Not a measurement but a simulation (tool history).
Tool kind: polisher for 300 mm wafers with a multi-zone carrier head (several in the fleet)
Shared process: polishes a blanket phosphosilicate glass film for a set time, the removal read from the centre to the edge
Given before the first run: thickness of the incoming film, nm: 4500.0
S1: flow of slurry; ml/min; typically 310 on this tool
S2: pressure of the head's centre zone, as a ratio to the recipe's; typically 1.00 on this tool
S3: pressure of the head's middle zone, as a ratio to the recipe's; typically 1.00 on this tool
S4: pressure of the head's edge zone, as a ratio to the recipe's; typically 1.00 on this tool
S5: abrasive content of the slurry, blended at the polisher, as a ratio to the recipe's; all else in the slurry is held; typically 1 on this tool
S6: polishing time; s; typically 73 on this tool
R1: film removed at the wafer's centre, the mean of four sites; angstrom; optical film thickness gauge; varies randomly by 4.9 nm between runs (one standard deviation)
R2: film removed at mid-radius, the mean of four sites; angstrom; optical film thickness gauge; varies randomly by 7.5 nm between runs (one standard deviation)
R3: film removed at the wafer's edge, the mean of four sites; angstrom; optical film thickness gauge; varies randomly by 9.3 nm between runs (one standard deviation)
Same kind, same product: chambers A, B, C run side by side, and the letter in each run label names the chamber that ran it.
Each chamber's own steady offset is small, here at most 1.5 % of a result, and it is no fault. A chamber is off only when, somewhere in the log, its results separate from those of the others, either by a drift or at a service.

run,hour,S1,S2,S3,S4,S5,S6,R1,R2,R3
1B,3.2,310,1.00,1.00,1.00,1,73,6456.2,6288.4,6636.0
2C,6.7,310,1.00,1.00,1.00,1,73,6487.3,6362.2,6388.0
3A,9.9,310,1.00,1.00,1.00,1,73,6592.7,6467.6,6527.4
4B,12.3,310,1.00,1.00,1.00,1,73,6499.5,6470.0,6452.0
5A,16.1,310,1.00,1.00,0.95,1,56,5031.3,5037.4,4978.4
6C,20.5,310,1.00,1.00,0.95,1,56,4983.6,4876.9,4969.1
# hour 22.2: chamber A: worn pad replaced by a new one
7C,24.2,310,1.00,1.00,0.95,1,56,5039.7,4983.4,4827.0
8A,26.5,310,1.00,1.00,1.00,1,73,6497.5,6548.2,6457.6
9B,30.3,310,1.00,1.00,1.00,1,73,6508.1,6422.9,6523.2
10B,34.4,310,1.00,1.00,1.00,1,73,6526.2,6358.7,6651.8
11A,38.5,310,1.00,1.00,1.00,1,73,6621.2,6600.9,6451.7
12C,42.9,310,1.00,1.00,1.00,1,73,6466.2,6437.0,6644.8
# hour 43.5: chamber B: worn pad replaced by a new one
13C,46.9,310,1.00,1.00,1.06,1,73,6540.5,6280.8,6761.6
14A,50.0,310,1.00,1.00,1.06,1,73,6481.4,6410.1,6545.8
# hour 53.1: chamber A: centre zone pressure recalibrated
15B,54.0,310,1.00,1.00,1.06,1,73,6274.6,6460.2,6665.9
16B,56.6,310,1.00,1.00,1.00,1,73,6325.7,6458.6,6608.9
# hour 58.4: chamber C: worn pad replaced by a new one
17C,59.6,310,1.00,1.00,1.00,1,73,6463.9,6494.6,6532.5
# hour 60.7: chamber A: worn pad replaced by a new one
18A,63.8,310,1.00,1.00,1.00,1,73,6655.4,6477.8,6437.4
19C,66.5,310,1.00,1.00,1.00,1,73,6611.8,6393.2,6562.0
20A,70.0,310,1.00,1.00,1.00,1,73,6613.8,6614.2,6588.8
# hour 71.8: chamber C: slurry nozzle cleaned
21B,73.8,310,0.94,1.00,1.00,1,73,5848.7,6532.2,6625.7
22C,76.0,310,0.94,1.00,1.00,1,73,6102.0,6604.0,6457.5
23A,80.0,310,0.94,1.00,1.00,1,73,6186.7,6658.0,6599.2
24B,84.3,310,1.00,1.00,1.00,1,73,6130.9,6430.8,6573.3
25A,87.9,310,1.00,0.91,1.00,1,73,6630.7,5998.8,6447.0
26C,90.2,310,1.00,0.91,1.00,1,73,6653.4,5956.7,6486.1
27B,92.2,310,1.00,0.91,1.00,1,73,6031.3,5902.9,6500.5
28B,96.2,310,1.00,1.00,1.00,1,73,5971.6,6472.3,6400.2
# hour 97.9: chamber B: worn pad replaced by a new one
29C,100.2,310,1.00,1.00,1.00,1,73,6616.5,6426.4,6426.3
30A,102.8,310,1.00,1.00,1.00,1,73,6558.3,6648.0,6381.7
31C,107.0,310,1.00,1.00,1.00,1,73,6618.9,6384.1,6351.6
32A,110.5,310,1.00,1.00,1.00,1,73,6655.1,6484.6,6383.3
# hour 112.0: chamber A: worn pad replaced by a new one
33B,113.8,310,1.00,1.00,1.00,1,73,5819.5,6517.5,6445.3
34A,116.5,310,1.00,1.00,1.00,1,73,6660.3,6635.0,6432.0

Does one chamber stand apart from the rest, does the shared gauge drift, or is all well apart from small per-chamber offsets? Give the chamber and the most likely cause, where there is one.

Little by little, chamber B moves away from the other chambers.
What lies behind it: centre zone's pressure below its setpoint, % = 9.2.

Below are 4 candidate recipes for chamber B's next run, each the usual settings with a change, their results shown as question marks. Which of them brings B's results back in line with what the other chambers give on the usual settings?
Maximum distance from the other chambers' mean on the usual settings for a result to count as in line: R1 170.0 angstrom; R2 260.0 angstrom; R3 320.0 angstrom
35B-1,119.7,305,0.91,1.02,1.03,1,72,?,?,?
35B-2,119.7,310,0.96,1.01,1.01,1,73,?,?,?
35B-3,119.7,315,1.10,0.99,0.96,1,74,?,?,?
35B-4,119.7,310,1.04,0.99,0.99,1,73,?,?,?

The mean the other chambers reach with the usual settings: R1 6576.1 angstrom; R2 6485.7 angstrom; R3 6501.0 angstrom
run,R1,R2,R3
35B-1,5133.6,6497.5,6543.3
35B-2,5535.2,6537.2,6574.7
35B-3,6534.0,6512.0,6500.2
35B-4,6048.9,6415.9,6507.9
Change 35B-3 lands the chamber within the allowed miss of the other chambers.
